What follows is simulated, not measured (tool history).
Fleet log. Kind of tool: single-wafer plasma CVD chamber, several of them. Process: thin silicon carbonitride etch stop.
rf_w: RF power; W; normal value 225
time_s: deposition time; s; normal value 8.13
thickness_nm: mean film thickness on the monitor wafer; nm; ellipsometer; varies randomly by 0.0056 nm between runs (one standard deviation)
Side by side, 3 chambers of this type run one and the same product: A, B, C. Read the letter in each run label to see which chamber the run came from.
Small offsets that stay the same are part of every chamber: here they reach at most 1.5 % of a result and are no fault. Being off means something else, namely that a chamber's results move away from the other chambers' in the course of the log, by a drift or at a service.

run,hour,rf_w,time_s,hours since the last thermocouple change,hours since the last RF generator calibration,"read-back reference wafer on the same gauge, thickness_nm",thickness_nm
1B,12.8,225,8.13,561.3,842.4,5.3285,4.7139
2C,25.6,225,8.13,75.9,1177,5.3277,4.8431
3A,34.6,225,8.13,735.7,614.9,5.3287,4.7693
4C,49.1,225,8.13,99.4,1200.5,5.3271,4.8408
5B,59.8,225,8.13,608.3,889.4,5.3266,4.7231
6A,70.9,225,8.13,772,651.2,5.3251,4.7689
7B,84,225,8.13,632.5,913.6,5.3234,4.7199
8A,97.9,225,8.13,799,678.2,5.3239,4.7814
9C,105.3,260,8.97,155.6,1256.7,5.3243,5.5641
10C,115.4,260,8.97,165.7,1266.8,5.3225,5.5651
11B,129.7,260,8.97,678.2,959.3,5.3211,5.4443
12A,144.8,225,8.13,845.9,725.1,5.3207,4.764
13C,159.4,225,8.13,209.7,1310.8,5.3216,4.8328
14A,167.1,225,8.13,868.2,747.4,5.3204,4.7651
15B,178.4,225,8.13,726.9,1008,5.3194,4.7232
16A,194.3,225,8.13,895.4,774.6,5.3179,4.7636
17B,209.3,225,8.13,757.8,1038.9,5.3183,4.7207
18C,223.9,225,8.13,274.2,1375.3,5.3174,4.8186
19C,231,225,9.65,281.3,1382.4,5.3164,5.7214
20A,240.1,225,9.65,941.2,820.4,5.315,5.6464
21B,247.5,225,9.65,796,1077.1,5.3138,5.5983
22B,254.8,225,8.13,803.3,1084.4,5.3134,4.7152
23C,262.7,225,8.13,313,1414.1,5.3143,4.827
24A,271.4,225,8.13,972.5,851.7,5.3139,4.762
25C,280.4,225,8.77,330.7,1431.8,5.3129,5.2059
26A,287.9,225,8.77,989,868.2,5.3134,5.1316
27B,299.9,225,8.77,848.4,1129.5,5.3102,5.0936
28B,314.6,225,8.13,863.1,1144.2,5.31,4.712
29C,324.5,225,8.13,374.8,1475.9,5.3109,4.814
30A,334.2,225,8.13,1035.3,914.5,5.3107,4.7522
31B,344.7,255,9.67,893.2,1174.3,5.3087,5.8151
32A,352.1,255,9.67,1053.2,932.4,5.3088,5.8794
33C,364.4,255,9.67,414.7,1515.8,5.3068,5.9338
34A,375.5,225,8.13,1076.6,955.8,5.3075,4.7548
35B,385.8,225,8.13,934.3,1215.4,5.3059,4.6993
36C,397.8,225,8.13,448.1,1549.2,5.305,4.8203

Decide between three cases: one chamber stands off from its peers, the gauge reading all wafers drifts, or nothing is wrong past each chamber's small offset. Where a chamber is off, say which and what most likely put it there.

Every chamber seems to shift together because the gauge that measures them all drifts; the chambers themselves are fine.
Likeliest cause: gauge reads low (%) = 0.476.

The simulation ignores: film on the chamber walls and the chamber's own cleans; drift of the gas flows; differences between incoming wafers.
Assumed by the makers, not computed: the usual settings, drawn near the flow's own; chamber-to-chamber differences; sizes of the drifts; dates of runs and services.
